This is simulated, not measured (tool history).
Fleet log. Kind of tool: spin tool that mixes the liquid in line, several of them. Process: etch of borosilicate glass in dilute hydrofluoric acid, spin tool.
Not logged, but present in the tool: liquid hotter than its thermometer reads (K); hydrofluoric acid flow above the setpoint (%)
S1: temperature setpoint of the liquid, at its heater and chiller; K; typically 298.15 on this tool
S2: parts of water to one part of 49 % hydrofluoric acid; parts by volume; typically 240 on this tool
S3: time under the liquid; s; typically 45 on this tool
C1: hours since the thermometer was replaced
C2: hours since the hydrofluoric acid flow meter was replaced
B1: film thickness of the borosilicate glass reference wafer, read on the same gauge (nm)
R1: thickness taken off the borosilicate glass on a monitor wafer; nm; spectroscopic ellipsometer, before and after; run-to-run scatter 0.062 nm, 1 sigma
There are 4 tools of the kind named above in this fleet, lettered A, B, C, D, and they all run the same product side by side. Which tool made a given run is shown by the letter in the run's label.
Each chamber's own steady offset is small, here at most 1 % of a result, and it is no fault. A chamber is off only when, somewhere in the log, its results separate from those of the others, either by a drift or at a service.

Run 1C, hour 7.8: usual settings; C1 1714.9; C2 133.6; B1 130.02. Result: R1 6.6197 nm.
Run 2D, hour 16.7: usual settings; C1 403.4; C2 299.4; B1 130.01. Result: R1 6.6646 nm.
Run 3B, hour 23: usual settings; C1 982.9; C2 719.2; B1 129.99. Result: R1 6.5982 nm.
Run 4A, hour 27.5: usual settings; C1 356; C2 1417.5; B1 130.01. Result: R1 6.4875 nm.
Run 5A, hour 31.5: usual settings; C1 360; C2 1421.5; B1 129.99. Result: R1 6.4269 nm.
Run 6D, hour 40.4: usual settings; C1 427.1; C2 323.1; B1 130. Result: R1 6.4542 nm.
Run 7B, hour 46.4: usual settings; C1 1006.3; C2 742.6; B1 129.99. Result: R1 6.4624 nm.
Run 8C, hour 54.2: usual settings but S2 280 parts by volume; C1 1761.3; C2 180; B1 129.99. Result: R1 5.3751 nm.
Run 9A, hour 60.5: usual settings but S2 280 parts by volume; C1 389; C2 1450.5; B1 130.01. Result: R1 5.2843 nm.
Run 10C, hour 65.8: usual settings but S2 280 parts by volume; C1 1772.9; C2 191.6; B1 130.01. Result: R1 5.3858 nm.
Run 11D, hour 70.1: usual settings but S2 280 parts by volume; C1 456.8; C2 352.8; B1 130. Result: R1 5.3577 nm.
At hour 74.8: chamber B: hydrofluoric acid flow meter replaced.
Run 12B, hour 77.5: usual settings; C1 1037.4; C2 2.7; B1 129.99. Result: R1 6.5264 nm.
Run 13D, hour 84.8: usual settings; C1 471.5; C2 367.5; B1 130.02. Result: R1 6.6452 nm.
Run 14C, hour 92.4: usual settings; C1 1799.5; C2 218.2; B1 129.99. Result: R1 6.5914 nm.
Run 15A, hour 99.3: usual settings but S1 296.15 K, S3 70 s; C1 427.8; C2 1489.3; B1 129.99. Result: R1 9.3782 nm.
Run 16B, hour 104.3: usual settings but S1 296.15 K, S3 70 s; C1 1064.2; C2 29.5; B1 130.01. Result: R1 9.41 nm.
Run 17A, hour 111.8: usual settings but S1 296.15 K, S3 70 s; C1 440.3; C2 1501.8; B1 130.02. Result: R1 9.3716 nm.
Run 18D, hour 119.8: usual settings but S1 296.15 K, S3 70 s; C1 506.5; C2 402.5; B1 130. Result: R1 9.2694 nm.
Run 19C, hour 124.3: usual settings; C1 1831.4; C2 250.1; B1 130.02. Result: R1 6.6657 nm.
Run 20B, hour 133.1: usual settings; C1 1093; C2 58.3; B1 130.01. Result: R1 6.4748 nm.
At hour 133.2: chamber C: thermometer replaced.
Run 21D, hour 140.4: usual settings but S1 302.65 K; C1 527.1; C2 423.1; B1 129.99. Result: R1 7.6831 nm.
Run 22C, hour 146.7: usual settings but S1 302.65 K; C1 13.5; C2 272.5; B1 130. Result: R1 7.7263 nm.
Run 23B, hour 154.6: usual settings but S1 302.65 K; C1 1114.5; C2 79.8; B1 130. Result: R1 7.5336 nm.
Run 24A, hour 162.8: usual settings but S1 302.65 K; C1 491.3; C2 1552.8; B1 129.98. Result: R1 7.9348 nm.
Run 25A, hour 171.6: usual settings; C1 500.1; C2 1561.6; B1 130. Result: R1 6.6959 nm.
At hour 173.4: chamber A: thermometer replaced.
Run 26D, hour 180.5: usual settings; C1 567.2; C2 463.2; B1 129.99. Result: R1 6.5112 nm.
Run 27C, hour 186.7: usual settings; C1 53.5; C2 312.5; B1 130. Result: R1 6.5883 nm.
Run 28B, hour 191.4: usual settings; C1 1151.3; C2 116.6; B1 130.01. Result: R1 6.495 nm.
Run 29A, hour 197.1: usual settings; C1 23.8; C2 1587.1; B1 130. Result: R1 6.7715 nm.
Run 30D, hour 205.6: usual settings; C1 592.3; C2 488.3; B1 130. Result: R1 6.5017 nm.
Run 31B, hour 213.8: usual settings; C1 1173.7; C2 139; B1 129.98. Result: R1 6.4775 nm.
Run 32C, hour 220.3: usual settings; C1 87.1; C2 346.1; B1 130. Result: R1 6.5873 nm.
Run 33A, hour 226.4: usual settings; C1 53.1; C2 1616.4; B1 129.99. Result: R1 6.8816 nm.
Run 34B, hour 230.4: usual settings; C1 1190.3; C2 155.6; B1 130. Result: R1 6.4752 nm.
Run 35C, hour 237.9: usual settings; C1 104.7; C2 363.7; B1 130. Result: R1 6.6004 nm.
Run 36D, hour 245.1: usual settings; C1 631.8; C2 527.8; B1 130.01. Result: R1 6.5715 nm.
Run 37D, hour 249.7: usual settings but S1 296.15 K, S2 140 parts by volume; C1 636.4; C2 532.4; B1 130.01. Result: R1 11.478 nm.
Run 38B, hour 255.7: usual settings but S1 296.15 K, S2 140 parts by volume; C1 1215.6; C2 180.9; B1 129.98. Result: R1 11.417 nm.
Run 39A, hour 260.3: usual settings but S1 296.15 K, S2 140 parts by volume; C1 87; C2 1650.3; B1 130. Result: R1 12.407 nm.
Run 40C, hour 267.5: usual settings but S1 296.15 K, S2 140 parts by volume; C1 134.3; C2 393.3; B1 130.02. Result: R1 11.98 nm.
Run 41B, hour 273.5: usual settings but S1 293.65 K, S2 150 parts by volume; C1 1233.4; C2 198.7; B1 130.02. Result: R1 9.5754 nm.
Run 42D, hour 279: usual settings but S1 293.65 K, S2 150 parts by volume; C1 665.7; C2 561.7; B1 130.02. Result: R1 9.7986 nm.
Run 43A, hour 287.5: usual settings but S1 293.65 K, S2 150 parts by volume; C1 114.2; C2 1677.5; B1 129.99. Result: R1 10.413 nm.

Each of the 4 chambers runs these same settings next. Fill in every chamber's results:
Run 44A, hour 294: usual settings but S2 135 parts by volume. Result: R1 ?.
Run 44B, hour 294: usual settings but S2 135 parts by volume. Result: R1 ?.
Run 44C, hour 294: usual settings but S2 135 parts by volume. Result: R1 ?.
Run 44D, hour 294: usual settings but S2 135 parts by volume. Result: R1 ?.

run      R1
44A  14.523
44B    12.8
44C  13.308
44D  13.375
